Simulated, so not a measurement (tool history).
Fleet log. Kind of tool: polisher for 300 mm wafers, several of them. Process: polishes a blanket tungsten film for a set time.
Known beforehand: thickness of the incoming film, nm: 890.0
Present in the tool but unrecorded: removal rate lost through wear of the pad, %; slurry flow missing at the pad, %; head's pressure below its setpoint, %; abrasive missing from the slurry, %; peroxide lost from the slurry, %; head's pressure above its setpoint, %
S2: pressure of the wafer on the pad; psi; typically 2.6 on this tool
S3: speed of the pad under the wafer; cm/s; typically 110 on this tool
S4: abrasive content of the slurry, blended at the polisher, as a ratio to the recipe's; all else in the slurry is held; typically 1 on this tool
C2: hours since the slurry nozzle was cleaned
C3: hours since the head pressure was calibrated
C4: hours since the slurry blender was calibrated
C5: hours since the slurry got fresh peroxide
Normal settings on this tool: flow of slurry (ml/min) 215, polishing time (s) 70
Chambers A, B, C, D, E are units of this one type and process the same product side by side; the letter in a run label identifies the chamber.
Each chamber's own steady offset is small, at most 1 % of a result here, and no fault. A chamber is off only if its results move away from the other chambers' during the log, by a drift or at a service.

At day 0.129: chamber D: worn pad replaced by a new one.
Run 1C, day 0.238: usual settings; wafers polished on this pad 818; C2 325.0; C3 628.9; C4 398.4; C5 115.8. Result: film removed (Å) 2219.4.
Run 2B, day 0.475: usual settings; wafers polished on this pad 531; C2 324.6; C3 234.9; C4 27.9; C5 41.7. Result: film removed (Å) 2226.7.
At day 0.750: chamber D: slurry tank refilled with fresh slurry and peroxide.
Run 3D, day 0.783: usual settings; wafers polished on this pad 174; C2 89.8; C3 465.1; C4 42.6; C5 0.8. Result: film removed (Å) 2224.2.
At day 0.888: chamber B: worn pad replaced by a new one.
Run 4A, day 0.967: usual settings; wafers polished on this pad 1183; C2 573.2; C3 123.6; C4 29.3; C5 37.9. Result: film removed (Å) 2228.3.
At day 0.983: chamber E: slurry tank refilled with fresh slurry and peroxide.
Run 5E, day 1.254: usual settings; wafers polished on this pad 1405; C2 135.2; C3 1049.2; C4 70.5; C5 6.6. Result: film removed (Å) 2193.0.
Run 6E, day 1.404: usual settings but S2 2.2 psi, polishing time (s) 90; wafers polished on this pad 1445; C2 138.8; C3 1052.8; C4 74.1; C5 10.2. Result: film removed (Å) 2408.3.
At day 1.417: chamber A: worn pad replaced by a new one.
Run 7B, day 1.608: usual settings but S2 2.2 psi, polishing time (s) 90; wafers polished on this pad 193; C2 351.8; C3 262.1; C4 55.1; C5 68.9. Result: film removed (Å) 2434.6.
At day 1.771: chamber C: slurry nozzle cleaned.
At day 1.825: chamber E: worn pad replaced by a new one.
Run 8C, day 1.862: usual settings but S2 2.2 psi, polishing time (s) 90; wafers polished on this pad 1251; C2 2.3; C3 667.9; C4 437.4; C5 154.8. Result: film removed (Å) 2386.6.
At day 2.042: chamber B: slurry tank refilled with fresh slurry and peroxide.
Run 9D, day 2.071: usual settings but S2 2.2 psi, polishing time (s) 90; wafers polished on this pad 517; C2 120.7; C3 496.0; C4 73.5; C5 31.7. Result: film removed (Å) 2432.0.
At day 2.079: chamber C: slurry tank refilled with fresh slurry and peroxide.
At day 2.171: chamber B: slurry nozzle cleaned.
At day 2.238: chamber C: head pressure recalibrated.
Run 10A, day 2.333: usual settings but S2 2.2 psi, polishing time (s) 90; wafers polished on this pad 244; C2 606.0; C3 156.4; C4 62.1; C5 70.7. Result: film removed (Å) 2395.9.
Run 11B, day 2.500: usual settings but S2 3.3 psi, S3 126 cm/s; wafers polished on this pad 430; C2 8.0; C3 283.5; C4 76.5; C5 11.0. Result: film removed (Å) 3258.0.
Run 12D, day 2.683: usual settings but S2 3.3 psi, S3 126 cm/s; wafers polished on this pad 680; C2 135.4; C3 510.7; C4 88.2; C5 46.4. Result: film removed (Å) 3239.7.
At day 2.825: chamber D: slurry tank refilled with fresh slurry and peroxide.
Run 13A, day 2.833: usual settings but S2 3.3 psi, S3 126 cm/s; wafers polished on this pad 378; C2 618.0; C3 168.4; C4 74.1; C5 82.7. Result: film removed (Å) 3203.7.
Run 14E, day 3.108: usual settings but S2 3.3 psi, S3 126 cm/s; wafers polished on this pad 343; C2 179.7; C3 1093.7; C4 115.0; C5 51.1. Result: film removed (Å) 3220.4.
At day 3.362: chamber D: head pressure recalibrated.
Run 15C, day 3.400: usual settings but S2 3.3 psi, S3 126 cm/s; wafers polished on this pad 1661; C2 39.2; C3 27.9; C4 474.3; C5 31.7. Result: film removed (Å) 3222.8.
At day 3.404: chamber B: worn pad replaced by a new one.
At day 3.404: chamber A: slurry tank refilled with fresh slurry and peroxide.
Run 16B, day 3.704: usual settings; wafers polished on this pad 80; C2 36.9; C3 312.4; C4 105.4; C5 39.9. Result: film removed (Å) 2228.8.
Run 17C, day 3.875: usual settings; wafers polished on this pad 1787; C2 50.6; C3 39.3; C4 485.7; C5 43.1. Result: film removed (Å) 2186.2.
At day 3.962: chamber E: slurry nozzle cleaned.
At day 3.979: chamber E: slurry tank refilled with fresh slurry and peroxide.
Run 18E, day 4.029: usual settings; wafers polished on this pad 588; C2 1.7; C3 1115.8; C4 137.1; C5 1.3. Result: film removed (Å) 2203.0.
At day 4.271: chamber D: worn pad replaced by a new one.
At day 4.275: chamber C: slurry blender recalibrated.
Run 19A, day 4.321: usual settings; wafers polished on this pad 774; C2 653.7; C3 204.1; C4 109.8; C5 22.0. Result: film removed (Å) 2202.9.
Run 20D, day 4.529: usual settings; wafers polished on this pad 69; C2 179.7; C3 28.1; C4 132.5; C5 40.9. Result: film removed (Å) 2226.9.
Run 21D, day 4.738: usual settings; wafers polished on this pad 124; C2 184.7; C3 33.1; C4 137.5; C5 45.9. Result: film removed (Å) 2227.0.
At day 4.812: chamber D: slurry tank refilled with fresh slurry and peroxide.
Run 22B, day 4.917: usual settings; wafers polished on this pad 404; C2 66.0; C3 341.5; C4 134.5; C5 69.0. Result: film removed (Å) 2224.0.
Run 23C, day 5.121: usual settings but flow of slurry (ml/min) 280, S2 2.2 psi; wafers polished on this pad 2119; C2 80.5; C3 69.2; C4 20.4; C5 73.0. Result: film removed (Å) 1870.2.
Run 24A, day 5.292: usual settings but flow of slurry (ml/min) 280, S2 2.2 psi; wafers polished on this pad 1033; C2 677.0; C3 227.4; C4 133.1; C5 45.3. Result: film removed (Å) 1905.7.
Run 25E, day 5.442: usual settings but flow of slurry (ml/min) 280, S2 2.2 psi; wafers polished on this pad 965; C2 35.6; C3 1149.7; C4 171.0; C5 35.2. Result: film removed (Å) 1931.3.
At day 5.483: chamber B: slurry tank refilled with fresh slurry and peroxide.
At day 5.521: chamber A: slurry blender recalibrated.
Run 26D, day 5.679: usual settings but flow of slurry (ml/min) 280, S2 2.2 psi; wafers polished on this pad 375; C2 207.3; C3 55.7; C4 160.1; C5 20.9. Result: film removed (Å) 1943.6.
Run 27B, day 5.871: usual settings but flow of slurry (ml/min) 280, S2 2.2 psi; wafers polished on this pad 658; C2 88.9; C3 364.4; C4 157.4; C5 9.4. Result: film removed (Å) 1958.4.
Run 28A, day 6.117: usual settings but S2 3.1 psi, polishing time (s) 62; wafers polished on this pad 1253; C2 696.8; C3 247.2; C4 14.3; C5 65.1. Result: film removed (Å) 2335.1.
At day 6.125: chamber A: worn pad replaced by a new one.
At day 6.254: chamber B: worn pad replaced by a new one.
At day 6.271: chamber E: head pressure recalibrated.
Run 29E, day 6.425: usual settings but S2 3.1 psi, polishing time (s) 62; wafers polished on this pad 1227; C2 59.2; C3 3.7; C4 194.6; C5 58.8. Result: film removed (Å) 2322.2.
Run 30C, day 6.658: usual settings but S2 3.1 psi, polishing time (s) 62; wafers polished on this pad 2529; C2 117.4; C3 106.1; C4 57.3; C5 109.9. Result: film removed (Å) 2255.6.
At day 6.696: chamber E: worn pad replaced by a new one.
At day 6.825: chamber D: slurry tank refilled with fresh slurry and peroxide.
Run 31D, day 6.854: usual settings but S2 3.1 psi, polishing time (s) 62; wafers polished on this pad 688; C2 235.5; C3 83.9; C4 188.3; C5 0.7. Result: film removed (Å) 2329.2.
At day 6.912: chamber E: slurry tank refilled with fresh slurry and peroxide.
At day 7.062: chamber A: slurry tank refilled with fresh slurry and peroxide.
Run 32B, day 7.096: usual settings but S2 3.1 psi, polishing time (s) 62; wafers polished on this pad 224; C2 118.3; C3 393.8; C4 186.8; C5 38.8. Result: film removed (Å) 2368.7.
At day 7.300: chamber E: slurry blender recalibrated.
Run 33C, day 7.383: usual settings; wafers polished on this pad 2722; C2 134.8; C3 123.5; C4 74.7; C5 127.3. Result: film removed (Å) 2123.0.
Run 34A, day 7.662: usual settings; wafers polished on this pad 410; C2 733.9; C3 284.3; C4 51.4; C5 14.4. Result: film removed (Å) 2203.0.
Run 35E, day 7.942: usual settings but S3 88 cm/s, polishing time (s) 56; wafers polished on this pad 332; C2 95.6; C3 40.1; C4 15.5; C5 24.7. Result: film removed (Å) 1411.0.
Run 36D, day 8.221: usual settings but S3 88 cm/s, polishing time (s) 56; wafers polished on this pad 1053; C2 268.3; C3 116.7; C4 221.1; C5 33.5. Result: film removed (Å) 1414.2.

Next, every chamber runs the same settings. What will each give?
Run 37A, day 8.442: usual settings but S2 2.3 psi. Result: film removed (Å) ?.
Run 37B, day 8.442: usual settings but S2 2.3 psi. Result: film removed (Å) ?.
Run 37C, day 8.442: usual settings but S2 2.3 psi. Result: film removed (Å) ?.
Run 37D, day 8.442: usual settings but S2 2.3 psi. Result: film removed (Å) ?.
Run 37E, day 8.442: usual settings but S2 2.3 psi. Result: film removed (Å) ?.

run  film removed (Å)
37A            1949.6
37B            1983.3
37C            1845.5
37D            1962.9
37E            1933.7
